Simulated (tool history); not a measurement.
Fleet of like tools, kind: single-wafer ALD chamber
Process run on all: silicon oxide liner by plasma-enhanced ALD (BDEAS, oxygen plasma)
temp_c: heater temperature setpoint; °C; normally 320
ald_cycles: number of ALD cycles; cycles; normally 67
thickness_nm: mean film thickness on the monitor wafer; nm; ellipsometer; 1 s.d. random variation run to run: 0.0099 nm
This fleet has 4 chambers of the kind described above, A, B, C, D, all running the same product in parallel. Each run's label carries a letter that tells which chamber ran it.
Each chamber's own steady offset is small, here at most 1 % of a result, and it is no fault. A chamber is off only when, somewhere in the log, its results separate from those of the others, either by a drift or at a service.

run,hour,temp_c,ald_cycles,hours since the last thermocouple change,"read-back reference wafer on the same gauge, thickness_nm",thickness_nm
1B,10.3,320,67,629,6.5373,6.0773
2D,18.4,320,67,915.1,6.5396,6.1065
3C,26.5,320,67,1969.4,6.5364,6.0215
4A,34.9,320,67,976.1,6.5388,6.049
5A,41.7,320,67,982.9,6.5346,6.0657
6B,50.9,320,67,669.6,6.5356,6.1007
7D,57.1,320,67,953.8,6.5325,6.1053
8C,65,330,79,2007.9,6.531,6.9993
9D,75.2,330,79,971.9,6.5304,7.0943
10B,87.2,330,79,705.9,6.5266,7.0581
11A,96.9,330,79,1038.1,6.5295,7.0479
12C,104.9,320,67,2047.8,6.5299,5.9925
13C,116,320,67,2058.9,6.5234,5.9897
14B,127.8,320,67,746.5,6.5268,6.0869
15A,133.8,320,67,1075,6.5252,6.0499
16D,143,320,55,1039.7,6.5246,5.0099
17A,150.9,320,55,1092.1,6.5215,4.9585
18B,160.9,320,55,779.6,6.523,4.9627
19C,169.8,320,55,2112.7,6.5224,4.917
20D,178.5,320,67,1075.2,6.5225,6.0826
21A,188.9,320,76,1130.1,6.5152,6.8572
22C,196.8,320,76,2139.7,6.5165,6.7749
# hour 200.2: chamber C: thermocouple changed; heater temperature recalibrated
23D,208.1,320,76,1104.8,6.5172,6.9048
24B,219.4,320,76,838.1,6.5146,6.8683
25C,232.1,325,74,31.9,6.5124,6.5533
26A,244,325,74,1185.2,6.5119,6.6201
27B,251.7,325,74,870.4,6.5102,6.6478
28D,265,325,74,1161.7,6.5082,6.6505
29B,277.6,320,67,896.3,6.5074,6.0676
30A,290.3,320,67,1231.5,6.5081,6.0473
31C,296.8,306,67,96.6,6.504,6.1035
32D,307.3,306,67,1204,6.5035,6.2109
33A,320.6,306,67,1261.8,6.5038,6.1465
34C,332.7,306,67,132.5,6.503,6.1108
35D,343.7,320,67,1240.4,6.4983,6.0762
36B,355.8,320,67,974.5,6.4997,6.0413
37B,365.1,320,67,983.8,6.4976,6.0345

What goes on in this fleet: one chamber off, a drifting gauge, or nothing beyond the chambers' own small offsets? Name the chamber and the cause, if any.

It is the gauge, not a chamber: its drift shows up in every chamber's results at once, and no chamber is off.
Most likely cause: gauge reads low (%) = 0.672.

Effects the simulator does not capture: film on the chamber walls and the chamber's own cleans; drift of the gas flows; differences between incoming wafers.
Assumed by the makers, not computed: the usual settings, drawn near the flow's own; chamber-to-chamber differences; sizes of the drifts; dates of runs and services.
